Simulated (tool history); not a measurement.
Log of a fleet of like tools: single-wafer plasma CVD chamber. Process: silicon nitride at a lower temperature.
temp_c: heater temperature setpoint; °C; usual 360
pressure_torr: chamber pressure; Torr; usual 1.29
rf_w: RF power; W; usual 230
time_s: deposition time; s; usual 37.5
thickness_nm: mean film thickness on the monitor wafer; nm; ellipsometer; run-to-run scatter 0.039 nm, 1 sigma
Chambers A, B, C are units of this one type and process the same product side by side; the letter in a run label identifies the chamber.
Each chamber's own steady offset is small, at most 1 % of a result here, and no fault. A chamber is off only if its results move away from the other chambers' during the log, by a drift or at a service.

run   hour  temp_c  pressure_torr  rf_w  time_s  read-back reference wafer on the same gauge, thickness_nm  thickness_nm
 1C   12.6     360           1.29   230    37.5                                                     33.799         34.51
 2A   23.4     360           1.29   230    37.5                                                     33.793        34.346
 3B   33.3     360           1.29   230    37.5                                                     33.787        34.023
 4C   43.5     360           1.29   230    37.5                                                     33.787        34.549
 5B     53     360           1.29   230    37.5                                                     33.775        34.026
 6A   64.5     360           1.29   230    37.5                                                     33.781        34.349
 7A   76.1     360           1.29   230    37.5                                                     33.775        34.242
 8C   89.5     360           1.29   230    37.5                                                     33.763        34.436
 9B   95.7     360           1.29   230    37.5                                                     33.777        34.001
10B  108.6     374           1.29   230    37.5                                                     33.763        33.805
11C  114.4     374           1.29   230    37.5                                                     33.765        34.317
12A  120.5     374           1.29   230    37.5                                                      33.75        34.113
13C  133.3     360           1.29   230    37.5                                                     33.749        34.425
14B  139.4     360           1.29   230    37.5                                                     33.742        34.005
15A  146.3     360           1.29   230    37.5                                                     33.755        34.295
16A    156     360           1.29   230    37.5                                                     33.744        34.227
     162.6  -- chamber A: capacitance manometer re-zeroed and calibrated
17C  167.6     360           1.29   230    32.1                                                      33.74        29.482
18B  176.3     360           1.29   230    32.1                                                     33.737        29.112
19A  187.9     360           1.29   230    32.1                                                     33.736        29.324
20C  196.1     360           1.29   230    37.5                                                     33.724         34.44
21B  205.4     360           1.29   230    37.5                                                     33.728        34.012
22B  215.8     360           1.29   230    37.5                                                      33.71        34.009
23A  224.5     360           1.29   230    32.1                                                     33.714        29.315
24C  233.7     360           1.29   230    32.1                                                     33.711        29.487
25A  241.5     360           1.29   230    32.1                                                     33.707        29.307
     248.2  -- chamber C: capacitance manometer re-zeroed and calibrated
26B  249.5     360           1.29   230    37.5                                                     33.703        34.018
     254.9  -- chamber C: RF generator calibrated
27C  256.4     360           1.29   230    37.5                                                     33.698        34.488
28A  269.1     360           1.29   230    37.5                                                     33.699        34.207
29B    279     360           1.29   230    37.5                                                     33.685            34
30C  285.3     360           1.29   230    37.5                                                     33.687        34.441
31A  294.3     360           1.29   230    37.5                                                      33.68        34.238
32B  306.9     360           1.29   230    37.5                                                     33.684        33.968
33C  314.5     360           1.29   230    37.5                                                     33.694        34.428
34C  321.3     360           1.29   230      34                                                     33.681        31.193
35A  333.7     360           1.29   230      34                                                     33.678         30.93
36B  339.8     360           1.29   230      34                                                      33.67        30.749
37B  348.1     360           1.29   230    37.5                                                     33.665        33.895
38A  360.6     360           1.29   230    37.5                                                     33.651         34.14
39C  369.2     360           1.29   230    37.5                                                     33.668        34.448
40C    375     360           1.29   230    37.5                                                     33.659         34.43
41A  382.7     360           1.29   230    37.5                                                     33.662        34.197
42B  390.6     360           1.29   230    37.5                                                     33.635         33.95
43C  401.1     350           1.29   230    32.4                                                     33.661        29.882

Decide between three cases: one chamber stands off from its peers, the gauge reading all wafers drifts, or nothing is wrong past each chamber's small offset. Where a chamber is off, say which and what most likely put it there.

It is the gauge, not a chamber: its drift shows up in every chamber's results at once, and no chamber is off.
Cause: gauge reads low (%) = 0.461.
